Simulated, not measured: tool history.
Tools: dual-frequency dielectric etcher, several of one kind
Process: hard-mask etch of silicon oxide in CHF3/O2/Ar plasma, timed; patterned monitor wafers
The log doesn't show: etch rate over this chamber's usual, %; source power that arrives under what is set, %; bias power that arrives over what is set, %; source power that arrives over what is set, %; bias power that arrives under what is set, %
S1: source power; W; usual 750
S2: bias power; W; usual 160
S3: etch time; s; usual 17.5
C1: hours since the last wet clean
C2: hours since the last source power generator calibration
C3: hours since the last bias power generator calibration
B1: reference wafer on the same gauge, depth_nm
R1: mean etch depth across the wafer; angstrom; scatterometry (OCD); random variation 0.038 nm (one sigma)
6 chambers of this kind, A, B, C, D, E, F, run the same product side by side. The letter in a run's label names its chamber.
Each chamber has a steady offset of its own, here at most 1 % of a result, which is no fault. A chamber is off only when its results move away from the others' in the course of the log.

| run | hour | S1 | S2 | S3 | C1 | C2 | C3 | B1 | R1 |
|---|---|---|---|---|---|---|---|---|---|
| 1A | 4.6 | 750 | 160 | 17.5 | 457.8 | 1781.2 | 458.7 | 39.198 | 360.95 |
|  | 6.7 | chamber B: wet clean of the chamber |
| 2C | 8.3 | 750 | 160 | 17.5 | 10.9 | 1365.8 | 2916.3 | 39.196 | 358.95 |
| 3F | 11.6 | 750 | 160 | 17.5 | 277.4 | 2377.9 | 3175.3 | 39.192 | 360.13 |
| 4D | 15 | 750 | 160 | 17.5 | 58.4 | 1840.1 | 769.3 | 39.18 | 362.42 |
| 5E | 17.2 | 750 | 160 | 17.5 | 92.3 | 45.2 | 1289.7 | 39.182 | 360.97 |
| 6B | 21.7 | 750 | 160 | 17.5 | 15.1 | 1687.4 | 2153.6 | 39.163 | 362.26 |
| 7A | 25.4 | 750 | 160 | 17.5 | 478.6 | 1802 | 479.5 | 39.164 | 361.41 |
| 8D | 28.3 | 750 | 160 | 17.5 | 71.7 | 1853.4 | 782.6 | 39.162 | 362.23 |
| 9E | 30.7 | 750 | 160 | 17.5 | 105.8 | 58.7 | 1303.2 | 39.154 | 360.33 |
| 10C | 33.7 | 750 | 160 | 17.5 | 36.3 | 1391.2 | 2941.7 | 39.161 | 358.76 |
| 11F | 38.4 | 750 | 160 | 17.5 | 304.2 | 2404.7 | 3202.1 | 39.149 | 360.66 |
| 12B | 41.9 | 750 | 141 | 19.5 | 35.3 | 1707.6 | 2173.8 | 39.156 | 387.83 |
|  | 42.4 | chamber A: wet clean of the chamber |
| 13B | 44.8 | 750 | 141 | 19.5 | 38.2 | 1710.5 | 2176.7 | 39.151 | 386.91 |
| 14F | 47.8 | 750 | 141 | 19.5 | 313.6 | 2414.1 | 3211.5 | 39.138 | 384.98 |
| 15E | 51.2 | 750 | 141 | 19.5 | 126.3 | 79.2 | 1323.7 | 39.138 | 385.4 |
| 16D | 53.6 | 750 | 141 | 19.5 | 97 | 1878.7 | 807.9 | 39.129 | 387.01 |
| 17C | 56.6 | 750 | 141 | 19.5 | 59.2 | 1414.1 | 2964.6 | 39.138 | 383.7 |
| 18A | 59.8 | 750 | 160 | 17.5 | 17.4 | 1836.4 | 513.9 | 39.127 | 360.69 |
| 19D | 64.1 | 750 | 160 | 17.5 | 107.5 | 1889.2 | 818.4 | 39.131 | 362.26 |
| 20E | 66.7 | 750 | 160 | 17.5 | 141.8 | 94.7 | 1339.2 | 39.121 | 359.72 |
| 21F | 71.6 | 750 | 160 | 17.5 | 337.4 | 2437.9 | 3235.3 | 39.113 | 359.94 |
| 22A | 74.5 | 750 | 160 | 17.5 | 32.1 | 1851.1 | 528.6 | 39.106 | 359.79 |
| 23C | 77.7 | 750 | 160 | 17.5 | 80.3 | 1435.2 | 2985.7 | 39.097 | 358.47 |
| 24B | 82.2 | 750 | 160 | 17.5 | 75.6 | 1747.9 | 2214.1 | 39.101 | 361.07 |
| 25E | 86.8 | 750 | 160 | 17.5 | 161.9 | 114.8 | 1359.3 | 39.093 | 359.76 |
| 26B | 90 | 750 | 160 | 17.5 | 83.4 | 1755.7 | 2221.9 | 39.082 | 361.57 |
| 27F | 92.2 | 750 | 140 | 21.5 | 358 | 2458.5 | 3255.9 | 39.077 | 424.02 |
| 28D | 94.6 | 750 | 140 | 21.5 | 138 | 1919.7 | 848.9 | 39.086 | 425.06 |
| 29A | 97.4 | 750 | 140 | 21.5 | 55 | 1874 | 551.5 | 39.083 | 423.8 |
| 30C | 101.4 | 750 | 140 | 21.5 | 104 | 1458.9 | 3009.4 | 39.07 | 421.61 |
| 31F | 105.2 | 750 | 140 | 21.5 | 371 | 2471.5 | 3268.9 | 39.067 | 423.04 |
| 32E | 108.1 | 750 | 140 | 21.5 | 183.2 | 136.1 | 1380.6 | 39.068 | 423.3 |
| 33A | 111.2 | 750 | 160 | 17.5 | 68.8 | 1887.8 | 565.3 | 39.068 | 359.95 |
| 34C | 115.4 | 750 | 160 | 17.5 | 118 | 1472.9 | 3023.4 | 39.061 | 357.08 |
| 35D | 120.1 | 750 | 176 | 17.5 | 163.5 | 1945.2 | 874.4 | 39.044 | 372.62 |
| 36B | 122.4 | 750 | 176 | 17.5 | 115.8 | 1788.1 | 2254.3 | 39.053 | 371.59 |
| 37D | 124.9 | 750 | 176 | 17.5 | 168.3 | 1950 | 879.2 | 39.038 | 372.35 |
| 38E | 129.4 | 750 | 176 | 17.5 | 204.5 | 157.4 | 1401.9 | 39.043 | 370.54 |
| 39A | 132.3 | 750 | 176 | 17.5 | 89.9 | 1908.9 | 586.4 | 39.023 | 370.76 |

Next, every chamber runs the same settings. What will each give?
| 40A | 135.9 | 750 | 160 | 17.5 |  |  |  |  | ? |
| 40B | 135.9 | 750 | 160 | 17.5 |  |  |  |  | ? |
| 40C | 135.9 | 750 | 160 | 17.5 |  |  |  |  | ? |
| 40D | 135.9 | 750 | 160 | 17.5 |  |  |  |  | ? |
| 40E | 135.9 | 750 | 160 | 17.5 |  |  |  |  | ? |
| 40F | 135.9 | 750 | 160 | 17.5 |  |  |  |  | ? |

| run | R1 |
|---|---|
| 40A | 359.06 |
| 40B | 360.5 |
| 40C | 357.27 |
| 40D | 360.67 |
| 40E | 359.6 |
| 40F | 359.4 |

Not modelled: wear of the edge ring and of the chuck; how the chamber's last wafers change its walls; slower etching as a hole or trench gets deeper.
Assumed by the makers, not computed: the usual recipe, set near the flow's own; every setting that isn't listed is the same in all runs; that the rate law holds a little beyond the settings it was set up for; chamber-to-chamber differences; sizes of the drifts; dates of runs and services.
